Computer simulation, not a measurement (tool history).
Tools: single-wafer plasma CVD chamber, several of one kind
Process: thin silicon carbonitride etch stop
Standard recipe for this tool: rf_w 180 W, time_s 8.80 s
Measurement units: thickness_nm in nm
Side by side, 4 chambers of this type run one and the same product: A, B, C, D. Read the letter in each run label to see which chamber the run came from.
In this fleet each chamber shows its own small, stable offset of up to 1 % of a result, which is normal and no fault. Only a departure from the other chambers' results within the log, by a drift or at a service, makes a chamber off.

run	day	rf_w	time_s	hours since the last thermocouple change	hours since the last RF generator calibration	read-back reference wafer on the same gauge, thickness_nm	thickness_nm
1B	0.267	180	8.80	2519.1	858.5	5.8193	4.8856
2C	0.462	180	8.80	613.7	1534.9	5.8231	4.8482
3D	0.733	180	8.80	466.1	1047.5	5.8201	4.8925
4A	1.021	180	8.80	1940.9	314.8	5.8254	4.8975
5A	1.250	180	8.80	1946.4	320.3	5.8244	4.8914
6B	1.425	180	8.80	2546.9	886.3	5.8216	4.9098
7D	1.554	180	8.80	485.8	1067.2	5.8213	4.8880
8C	1.812	180	8.80	646.1	1567.3	5.8206	4.8695
9D	1.954	180	8.80	495.4	1076.8	5.8181	4.8695
10B	2.183	180	8.80	2565.1	904.5	5.8211	4.8795
11A	2.408	180	8.80	1974.2	348.1	5.8230	4.8860
12C	2.546	180	8.80	663.7	1584.9	5.8204	4.8682
13D	2.692	180	8.80	513.1	1094.5	5.8170	4.8747
14C	2.833	180	7.27	670.6	1591.8	5.8175	4.0145
15B	2.975	180	7.27	2584.1	923.5	5.8212	4.0370
16A	3.138	180	7.27	1991.7	365.6	5.8184	4.0298
17C	3.425	180	7.27	684.8	1606.0	5.8199	4.0038
18B	3.554	180	8.80	2598.0	937.4	5.8216	4.8878
19D	3.754	180	8.80	538.6	1120.0	5.8241	4.8846
20A	3.896	180	8.80	2009.9	383.8	5.8249	4.8519
21A	4.104	180	8.80	2014.9	388.8	5.8198	4.8715
22C	4.367	180	8.80	707.4	1628.6	5.8177	4.8754
23B	4.646	180	8.80	2624.2	963.6	5.8209	4.8897
# day 4.700: chamber B: thermocouple changed; heater temperature recalibrated
24D	4.858	180	8.80	565.1	1146.5	5.8200	4.8974
25B	5.071	180	8.80	8.9	973.8	5.8178	4.8805
26D	5.312	160	7.60	576.0	1157.4	5.8197	4.0614
27C	5.508	160	7.60	734.8	1656.0	5.8195	4.0470
28A	5.746	160	7.60	2054.3	428.2	5.8201	4.0258
29A	6.033	160	7.60	2061.2	435.1	5.8212	4.0335
30B	6.283	180	8.80	38.0	1002.9	5.8221	4.9242
31D	6.508	180	8.80	604.7	1186.1	5.8234	4.8941
32C	6.762	180	8.80	764.9	1686.1	5.8193	4.8564
33A	6.917	180	8.80	2082.4	456.3	5.8169	4.8253
34C	7.071	180	8.80	772.3	1693.5	5.8205	4.8553
35B	7.300	180	8.80	62.4	1027.3	5.8201	4.8853
# day 7.454: chamber C: RF generator calibrated
36D	7.579	180	8.80	630.4	1211.8	5.8226	4.8707
37A	7.808	180	10.18	2103.8	477.7	5.8209	5.5812
38D	7.942	180	10.18	639.1	1220.5	5.8131	5.6471
39C	8.162	180	10.18	798.5	17.1	5.8194	5.6286

For the next run the whole fleet of 4 chambers uses the same settings. Give each chamber's results:
40A	8.375	180	8.80				?
40B	8.375	180	8.80				?
40C	8.375	180	8.80				?
40D	8.375	180	8.80				?

run	thickness_nm
40A	4.8437
40B	4.8842
40C	4.8736
40D	4.8888
